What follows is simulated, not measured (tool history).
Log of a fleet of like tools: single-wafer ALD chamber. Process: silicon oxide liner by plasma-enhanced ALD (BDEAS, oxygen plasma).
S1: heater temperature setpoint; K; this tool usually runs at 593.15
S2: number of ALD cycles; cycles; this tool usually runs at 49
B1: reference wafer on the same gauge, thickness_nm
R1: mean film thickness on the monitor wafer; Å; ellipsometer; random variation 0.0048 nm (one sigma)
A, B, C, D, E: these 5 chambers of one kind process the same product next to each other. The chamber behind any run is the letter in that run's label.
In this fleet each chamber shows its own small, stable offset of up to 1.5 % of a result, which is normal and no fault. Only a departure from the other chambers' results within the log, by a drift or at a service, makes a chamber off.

run 1B hour=5.4 | S1=593.15 S2=49 | B1=3.7397 | R1=43.865
run 2C hour=12.9 | S1=593.15 S2=49 | B1=3.7393 | R1=44.466
run 3D hour=17.2 | S1=593.15 S2=49 | B1=3.7385 | R1=43.932
run 4A hour=25.6 | S1=593.15 S2=49 | B1=3.7385 | R1=44.039
run 5E hour=34.7 | S1=585.15 S2=55 | B1=3.7380 | R1=50.391
run 6B hour=39.8 | S1=585.15 S2=55 | B1=3.7377 | R1=49.765
run 7A hour=47.2 | S1=585.15 S2=55 | B1=3.7361 | R1=49.991
run 8D hour=52.9 | S1=585.15 S2=55 | B1=3.7353 | R1=49.979
run 9C hour=62.2 | S1=585.15 S2=55 | B1=3.7357 | R1=50.444
run 10E hour=69.8 | S1=593.15 S2=49 | B1=3.7352 | R1=44.338
run 11E hour=75.9 | S1=605.15 S2=57 | B1=3.7343 | R1=50.700
run 12D hour=84.5 | S1=605.15 S2=57 | B1=3.7348 | R1=50.223
run 13C hour=89.8 | S1=605.15 S2=57 | B1=3.7342 | R1=50.702
run 14A hour=98.5 | S1=605.15 S2=57 | B1=3.7327 | R1=50.249
run 15B hour=102.9 | S1=605.15 S2=57 | B1=3.7334 | R1=49.918
run 16A hour=109.0 | S1=593.15 S2=49 | B1=3.7325 | R1=43.982
run 17D hour=113.6 | S1=581.15 S2=58 | B1=3.7332 | R1=52.867
run 18C hour=120.8 | S1=581.15 S2=58 | B1=3.7325 | R1=53.379
run 19B hour=128.4 | S1=581.15 S2=58 | B1=3.7309 | R1=52.640
run 20E hour=137.3 | S1=581.15 S2=58 | B1=3.7312 | R1=53.408
run 21C hour=142.6 | S1=581.15 S2=58 | B1=3.7301 | R1=53.481
run 22D hour=149.4 | S1=593.15 S2=49 | B1=3.7302 | R1=43.926
run 23B hour=156.5 | S1=593.15 S2=49 | B1=3.7299 | R1=43.734
run 24E hour=164.8 | S1=593.15 S2=52 | B1=3.7298 | R1=46.990
run 25A hour=170.2 | S1=593.15 S2=52 | B1=3.7297 | R1=46.694
run 26C hour=174.6 | S1=593.15 S2=52 | B1=3.7282 | R1=46.982
run 27A hour=180.3 | S1=593.15 S2=52 | B1=3.7266 | R1=46.601
run 28B hour=186.2 | S1=593.15 S2=52 | B1=3.7277 | R1=46.449
run 29E hour=195.6 | S1=593.15 S2=49 | B1=3.7280 | R1=44.241
run 30D hour=205.2 | S1=593.15 S2=49 | B1=3.7258 | R1=43.884
run 31A hour=209.7 | S1=593.15 S2=49 | B1=3.7251 | R1=43.984
run 32C hour=215.1 | S1=593.15 S2=49 | B1=3.7259 | R1=44.333
run 33D hour=224.2 | S1=593.15 S2=49 | B1=3.7240 | R1=43.827
run 34E hour=232.0 | S1=593.15 S2=49 | B1=3.7246 | R1=44.275
run 35B hour=240.1 | S1=593.15 S2=49 | B1=3.7240 | R1=43.673
run 36D hour=247.4 | S1=593.15 S2=49 | B1=3.7242 | R1=43.778

Decide between three cases: one chamber stands off from its peers, the gauge reading all wafers drifts, or nothing is wrong past each chamber's small offset. Where a chamber is off, say which and what most likely put it there.

None of the chambers is off. What moves is the gauge, dragging all their readings along together.
What lies behind it: gauge reads low (%) = 0.448.

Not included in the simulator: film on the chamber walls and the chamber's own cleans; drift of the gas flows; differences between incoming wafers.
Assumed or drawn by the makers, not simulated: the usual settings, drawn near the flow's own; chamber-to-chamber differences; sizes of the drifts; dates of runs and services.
